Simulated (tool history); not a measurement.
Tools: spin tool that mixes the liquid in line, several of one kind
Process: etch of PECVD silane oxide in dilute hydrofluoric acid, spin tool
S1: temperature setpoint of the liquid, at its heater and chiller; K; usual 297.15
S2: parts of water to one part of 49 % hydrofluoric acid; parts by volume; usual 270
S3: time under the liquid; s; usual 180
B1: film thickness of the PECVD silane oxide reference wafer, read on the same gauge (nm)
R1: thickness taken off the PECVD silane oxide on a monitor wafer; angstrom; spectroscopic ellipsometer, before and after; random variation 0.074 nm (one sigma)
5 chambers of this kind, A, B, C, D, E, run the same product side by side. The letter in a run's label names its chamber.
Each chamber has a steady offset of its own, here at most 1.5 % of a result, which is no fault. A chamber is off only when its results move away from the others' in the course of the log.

Run 1B, hour 9.2: usual settings; B1 130. Result: R1 83.58 angstrom.
Run 2D, hour 14: usual settings; B1 129.99. Result: R1 82.782 angstrom.
Run 3A, hour 23.5: usual settings; B1 130.02. Result: R1 81.14 angstrom.
Run 4C, hour 33.1: usual settings; B1 129.95. Result: R1 82.354 angstrom.
Run 5E, hour 43.2: usual settings; B1 129.98. Result: R1 83.799 angstrom.
Run 6E, hour 53.3: usual settings but S2 155 parts by volume; B1 130. Result: R1 162.07 angstrom.
Run 7A, hour 62.7: usual settings but S2 155 parts by volume; B1 129.97. Result: R1 164.18 angstrom.
Run 8C, hour 72.1: usual settings but S2 155 parts by volume; B1 129.97. Result: R1 159.98 angstrom.
Run 9B, hour 80.9: usual settings but S2 155 parts by volume; B1 129.99. Result: R1 165.39 angstrom.
Run 10D, hour 86.8: usual settings but S2 155 parts by volume; B1 129.99. Result: R1 162.98 angstrom.
Run 11B, hour 96: usual settings; B1 130.03. Result: R1 83.798 angstrom.
Run 12A, hour 103.4: usual settings; B1 129.99. Result: R1 82.229 angstrom.
Run 13D, hour 108.8: usual settings but S2 200 parts by volume; B1 129.98. Result: R1 121.79 angstrom.
Run 14C, hour 117.3: usual settings but S2 200 parts by volume; B1 129.98. Result: R1 119.59 angstrom.
Run 15E, hour 125.1: usual settings but S2 200 parts by volume; B1 130.02. Result: R1 121.61 angstrom.
Run 16D, hour 132.1: usual settings but S2 200 parts by volume; B1 130.01. Result: R1 121.83 angstrom.
Run 17A, hour 138.9: usual settings but S2 200 parts by volume; B1 130.05. Result: R1 120.72 angstrom.
Run 18B, hour 143.4: usual settings; B1 130.04. Result: R1 84.011 angstrom.
Run 19E, hour 152.3: usual settings; B1 129.98. Result: R1 83.87 angstrom.
Run 20C, hour 157.6: usual settings; B1 129.99. Result: R1 81.416 angstrom.
At hour 162.8: chamber D: thermometer replaced.
Run 21D, hour 166.5: usual settings; B1 130.03. Result: R1 83.691 angstrom.
Run 22C, hour 176.1: usual settings; B1 130.03. Result: R1 82.919 angstrom.
Run 23B, hour 180.7: usual settings; B1 130. Result: R1 82.998 angstrom.
Run 24A, hour 190.5: usual settings; B1 129.97. Result: R1 82.352 angstrom.
Run 25E, hour 195.7: usual settings; B1 130.04. Result: R1 83.372 angstrom.
Run 26D, hour 203.7: usual settings; B1 129.98. Result: R1 82.161 angstrom.
Run 27A, hour 213.1: usual settings; B1 130. Result: R1 82.762 angstrom.
Run 28C, hour 223.2: usual settings but S1 298.65 K; B1 130.04. Result: R1 86.438 angstrom.
Run 29B, hour 233: usual settings but S1 298.65 K; B1 129.97. Result: R1 87.726 angstrom.
Run 30E, hour 238.7: usual settings but S1 298.65 K; B1 130.04. Result: R1 87.918 angstrom.
Run 31B, hour 243.3: usual settings but S1 298.65 K; B1 129.99. Result: R1 88.451 angstrom.
Run 32A, hour 248.8: usual settings but S1 298.65 K; B1 129.99. Result: R1 87.677 angstrom.
Run 33E, hour 253.3: usual settings; B1 129.96. Result: R1 82.546 angstrom.
Run 34C, hour 261.1: usual settings; B1 129.96. Result: R1 82.533 angstrom.

Next, every chamber runs the same settings. What will each give?
Run 35A, hour 268.4: usual settings but S2 155 parts by volume. Result: R1 ?.
Run 35B, hour 268.4: usual settings but S2 155 parts by volume. Result: R1 ?.
Run 35C, hour 268.4: usual settings but S2 155 parts by volume. Result: R1 ?.
Run 35D, hour 268.4: usual settings but S2 155 parts by volume. Result: R1 ?.
Run 35E, hour 268.4: usual settings but S2 155 parts by volume. Result: R1 ?.

run      R1
35A  163.52
35B  169.56
35C  162.41
35D  165.05
35E  163.85

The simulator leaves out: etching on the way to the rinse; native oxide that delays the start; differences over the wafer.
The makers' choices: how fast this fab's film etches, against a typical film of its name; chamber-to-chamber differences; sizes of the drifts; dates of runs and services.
